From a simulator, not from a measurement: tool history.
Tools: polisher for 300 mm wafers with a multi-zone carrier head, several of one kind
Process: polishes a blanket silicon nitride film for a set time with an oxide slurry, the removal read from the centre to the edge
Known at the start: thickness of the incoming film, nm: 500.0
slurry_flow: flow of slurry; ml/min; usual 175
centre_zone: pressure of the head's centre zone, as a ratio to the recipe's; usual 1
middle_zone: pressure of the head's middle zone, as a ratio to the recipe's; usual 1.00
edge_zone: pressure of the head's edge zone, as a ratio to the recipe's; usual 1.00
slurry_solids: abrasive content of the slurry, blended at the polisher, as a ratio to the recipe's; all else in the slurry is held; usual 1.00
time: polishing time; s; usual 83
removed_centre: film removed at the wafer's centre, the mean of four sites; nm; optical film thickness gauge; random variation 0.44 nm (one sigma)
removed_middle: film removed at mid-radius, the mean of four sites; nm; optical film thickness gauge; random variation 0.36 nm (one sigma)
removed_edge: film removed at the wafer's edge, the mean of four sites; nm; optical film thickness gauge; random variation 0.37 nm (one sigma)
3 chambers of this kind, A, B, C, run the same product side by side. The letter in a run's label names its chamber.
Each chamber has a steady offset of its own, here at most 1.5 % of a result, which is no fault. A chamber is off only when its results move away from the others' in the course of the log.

{"run": "1A", "hour": 11.7, "slurry_flow": 175, "centre_zone": 1, "middle_zone": 1.0, "edge_zone": 1.0, "slurry_solids": 1.0, "time": 83, "removed_centre": 47.842, "removed_middle": 48.559, "removed_edge": 47.642}
{"run": "2C", "hour": 27.5, "slurry_flow": 175, "centre_zone": 1, "middle_zone": 1.0, "edge_zone": 1.0, "slurry_solids": 1.0, "time": 83, "removed_centre": 48.118, "removed_middle": 48.562, "removed_edge": 48.717}
{"run": "3B", "hour": 39.8, "slurry_flow": 175, "centre_zone": 1, "middle_zone": 1.0, "edge_zone": 1.0, "slurry_solids": 1.0, "time": 83, "removed_centre": 47.686, "removed_middle": 48.36, "removed_edge": 47.787}
{"run": "4B", "hour": 48.3, "slurry_flow": 175, "centre_zone": 1, "middle_zone": 1.0, "edge_zone": 1.0, "slurry_solids": 1.0, "time": 83, "removed_centre": 47.912, "removed_middle": 47.696, "removed_edge": 48.063}
{"run": "5A", "hour": 58.9, "slurry_flow": 175, "centre_zone": 1, "middle_zone": 1.0, "edge_zone": 1.0, "slurry_solids": 1.0, "time": 83, "removed_centre": 48.045, "removed_middle": 49.004, "removed_edge": 47.758}
{"hour": 67.0, "done": "chamber A: worn pad replaced by a new one"}
{"hour": 67.0, "done": "chamber B: centre zone pressure recalibrated"}
{"run": "6C", "hour": 74.3, "slurry_flow": 175, "centre_zone": 1, "middle_zone": 1.0, "edge_zone": 1.0, "slurry_solids": 1.0, "time": 83, "removed_centre": 48.609, "removed_middle": 47.582, "removed_edge": 48.767}
{"run": "7A", "hour": 84.4, "slurry_flow": 175, "centre_zone": 1, "middle_zone": 1.04, "edge_zone": 1.0, "slurry_solids": 0.85, "time": 83, "removed_centre": 44.5, "removed_middle": 46.608, "removed_edge": 44.182}
{"run": "8B", "hour": 92.1, "slurry_flow": 175, "centre_zone": 1, "middle_zone": 1.04, "edge_zone": 1.0, "slurry_solids": 0.85, "time": 83, "removed_centre": 44.379, "removed_middle": 46.516, "removed_edge": 43.919}
{"run": "9C", "hour": 102.6, "slurry_flow": 175, "centre_zone": 1, "middle_zone": 1.04, "edge_zone": 1.0, "slurry_solids": 0.85, "time": 83, "removed_centre": 44.455, "removed_middle": 46.467, "removed_edge": 44.3}
{"run": "10C", "hour": 113.3, "slurry_flow": 175, "centre_zone": 1, "middle_zone": 1.0, "edge_zone": 1.0, "slurry_solids": 1.0, "time": 83, "removed_centre": 48.31, "removed_middle": 48.268, "removed_edge": 48.108}
{"run": "11B", "hour": 120.8, "slurry_flow": 175, "centre_zone": 1, "middle_zone": 1.0, "edge_zone": 1.0, "slurry_solids": 1.0, "time": 83, "removed_centre": 48.306, "removed_middle": 48.807, "removed_edge": 47.602}
{"hour": 127.0, "done": "chamber B: worn pad replaced by a new one"}
{"hour": 133.1, "done": "chamber B: slurry nozzle cleaned"}
{"run": "12A", "hour": 134.8, "slurry_flow": 175, "centre_zone": 1, "middle_zone": 1.0, "edge_zone": 1.0, "slurry_solids": 1.0, "time": 83, "removed_centre": 48.516, "removed_middle": 48.912, "removed_edge": 48.302}
{"run": "13A", "hour": 146.1, "slurry_flow": 175, "centre_zone": 1, "middle_zone": 1.0, "edge_zone": 1.0, "slurry_solids": 1.0, "time": 83, "removed_centre": 48.179, "removed_middle": 48.751, "removed_edge": 48.356}
{"hour": 150.7, "done": "chamber C: slurry nozzle cleaned"}
{"run": "14B", "hour": 161.4, "slurry_flow": 175, "centre_zone": 1, "middle_zone": 1.0, "edge_zone": 1.0, "slurry_solids": 1.0, "time": 83, "removed_centre": 47.668, "removed_middle": 47.832, "removed_edge": 48.458}
{"hour": 162.2, "done": "chamber C: worn pad replaced by a new one"}
{"run": "15C", "hour": 168.7, "slurry_flow": 175, "centre_zone": 1, "middle_zone": 1.0, "edge_zone": 1.0, "slurry_solids": 1.0, "time": 83, "removed_centre": 48.535, "removed_middle": 48.367, "removed_edge": 48.137}
{"hour": 169.2, "done": "chamber A: slurry nozzle cleaned"}
{"hour": 170.8, "done": "chamber A: worn pad replaced by a new one"}
{"run": "16B", "hour": 183.2, "slurry_flow": 175, "centre_zone": 1, "middle_zone": 1.0, "edge_zone": 1.0, "slurry_solids": 1.0, "time": 83, "removed_centre": 47.731, "removed_middle": 47.659, "removed_edge": 48.099}
{"run": "17C", "hour": 195.5, "slurry_flow": 175, "centre_zone": 1, "middle_zone": 1.0, "edge_zone": 1.0, "slurry_solids": 1.0, "time": 83, "removed_centre": 48.308, "removed_middle": 48.313, "removed_edge": 47.492}
{"run": "18A", "hour": 210.8, "slurry_flow": 175, "centre_zone": 1, "middle_zone": 1.0, "edge_zone": 1.0, "slurry_solids": 1.0, "time": 83, "removed_centre": 48.344, "removed_middle": 47.916, "removed_edge": 48.252}
{"run": "19A", "hour": 225.3, "slurry_flow": 175, "centre_zone": 1, "middle_zone": 0.96, "edge_zone": 1.0, "slurry_solids": 1.15, "time": 83, "removed_centre": 50.834, "removed_middle": 49.399, "removed_edge": 51.244}
{"run": "20C", "hour": 239.7, "slurry_flow": 175, "centre_zone": 1, "middle_zone": 0.96, "edge_zone": 1.0, "slurry_solids": 1.15, "time": 83, "removed_centre": 51.146, "removed_middle": 49.61, "removed_edge": 52.028}
{"run": "21B", "hour": 251.4, "slurry_flow": 175, "centre_zone": 1, "middle_zone": 0.96, "edge_zone": 1.0, "slurry_solids": 1.15, "time": 83, "removed_centre": 50.952, "removed_middle": 48.715, "removed_edge": 50.913}
{"hour": 264.0, "done": "chamber A: centre zone pressure recalibrated"}
{"run": "22B", "hour": 264.5, "slurry_flow": 175, "centre_zone": 1, "middle_zone": 1.0, "edge_zone": 1.0, "slurry_solids": 1.0, "time": 83, "removed_centre": 47.755, "removed_middle": 48.599, "removed_edge": 48.218}
{"hour": 265.4, "done": "chamber C: edge zone pressure recalibrated"}
{"hour": 276.9, "done": "chamber A: worn pad replaced by a new one"}
{"run": "23A", "hour": 277.1, "slurry_flow": 175, "centre_zone": 1, "middle_zone": 1.0, "edge_zone": 1.0, "slurry_solids": 1.0, "time": 83, "removed_centre": 45.944, "removed_middle": 48.274, "removed_edge": 48.186}
{"hour": 289.6, "done": "chamber B: worn pad replaced by a new one"}
{"run": "24C", "hour": 291.4, "slurry_flow": 175, "centre_zone": 1, "middle_zone": 1.0, "edge_zone": 1.0, "slurry_solids": 1.0, "time": 83, "removed_centre": 47.938, "removed_middle": 47.642, "removed_edge": 47.864}
{"run": "25A", "hour": 301.0, "slurry_flow": 175, "centre_zone": 1, "middle_zone": 1.0, "edge_zone": 1.0, "slurry_solids": 1.0, "time": 83, "removed_centre": 46.148, "removed_middle": 48.542, "removed_edge": 48.153}
{"run": "26C", "hour": 312.2, "slurry_flow": 125, "centre_zone": 1, "middle_zone": 1.0, "edge_zone": 1.06, "slurry_solids": 1.0, "time": 83, "removed_centre": 44.396, "removed_middle": 45.379, "removed_edge": 47.24}
{"run": "27B", "hour": 321.3, "slurry_flow": 125, "centre_zone": 1, "middle_zone": 1.0, "edge_zone": 1.06, "slurry_solids": 1.0, "time": 83, "removed_centre": 44.305, "removed_middle": 45.064, "removed_edge": 46.662}
{"run": "28B", "hour": 337.3, "slurry_flow": 125, "centre_zone": 1, "middle_zone": 1.0, "edge_zone": 1.06, "slurry_solids": 1.0, "time": 83, "removed_centre": 44.317, "removed_middle": 45.392, "removed_edge": 47.2}
{"run": "29A", "hour": 347.9, "slurry_flow": 175, "centre_zone": 1, "middle_zone": 1.0, "edge_zone": 1.0, "slurry_solids": 1.0, "time": 83, "removed_centre": 45.83, "removed_middle": 48.722, "removed_edge": 48.434}
{"hour": 354.5, "done": "chamber B: slurry nozzle cleaned"}
{"run": "30C", "hour": 355.0, "slurry_flow": 175, "centre_zone": 1, "middle_zone": 1.0, "edge_zone": 1.0, "slurry_solids": 1.0, "time": 83, "removed_centre": 47.262, "removed_middle": 47.85, "removed_edge": 48.634}
{"run": "31C", "hour": 369.7, "slurry_flow": 175, "centre_zone": 1, "middle_zone": 1.0, "edge_zone": 1.0, "slurry_solids": 1.0, "time": 83, "removed_centre": 48.118, "removed_middle": 48.275, "removed_edge": 48.652}
{"run": "32B", "hour": 379.3, "slurry_flow": 175, "centre_zone": 1, "middle_zone": 1.0, "edge_zone": 1.0, "slurry_solids": 1.0, "time": 83, "removed_centre": 47.736, "removed_middle": 48.036, "removed_edge": 48.15}
{"run": "33A", "hour": 386.7, "slurry_flow": 175, "centre_zone": 1, "middle_zone": 1.0, "edge_zone": 1.0, "slurry_solids": 1.0, "time": 83, "removed_centre": 46.258, "removed_middle": 48.235, "removed_edge": 48.181}
{"hour": 387.4, "done": "chamber A: worn pad replaced by a new one"}
{"run": "34B", "hour": 400.5, "slurry_flow": 175, "centre_zone": 1, "middle_zone": 1.0, "edge_zone": 0.91, "slurry_solids": 1.0, "time": 83, "removed_centre": 47.621, "removed_middle": 48.314, "removed_edge": 45.503}
{"run": "35A", "hour": 410.0, "slurry_flow": 175, "centre_zone": 1, "middle_zone": 1.0, "edge_zone": 0.91, "slurry_solids": 1.0, "time": 83, "removed_centre": 45.742, "removed_middle": 48.163, "removed_edge": 46.641}

All 3 chambers run these settings next. Forecast each chamber's results:
{"run": "36A", "hour": 421.5, "slurry_flow": 175, "centre_zone": 1, "middle_zone": 1.0, "edge_zone": 1.1, "slurry_solids": 1.0, "time": 83, "removed_centre": "?", "removed_middle": "?", "removed_edge": "?"}
{"run": "36B", "hour": 421.5, "slurry_flow": 175, "centre_zone": 1, "middle_zone": 1.0, "edge_zone": 1.1, "slurry_solids": 1.0, "time": 83, "removed_centre": "?", "removed_middle": "?", "removed_edge": "?"}
{"run": "36C", "hour": 421.5, "slurry_flow": 175, "centre_zone": 1, "middle_zone": 1.0, "edge_zone": 1.1, "slurry_solids": 1.0, "time": 83, "removed_centre": "?", "removed_middle": "?", "removed_edge": "?"}

run=36A removed_centre=45.768 removed_middle=48.277 removed_edge=50.666
run=36B removed_centre=47.398 removed_middle=48.567 removed_edge=50.297
run=36C removed_centre=47.675 removed_middle=47.535 removed_edge=51.061
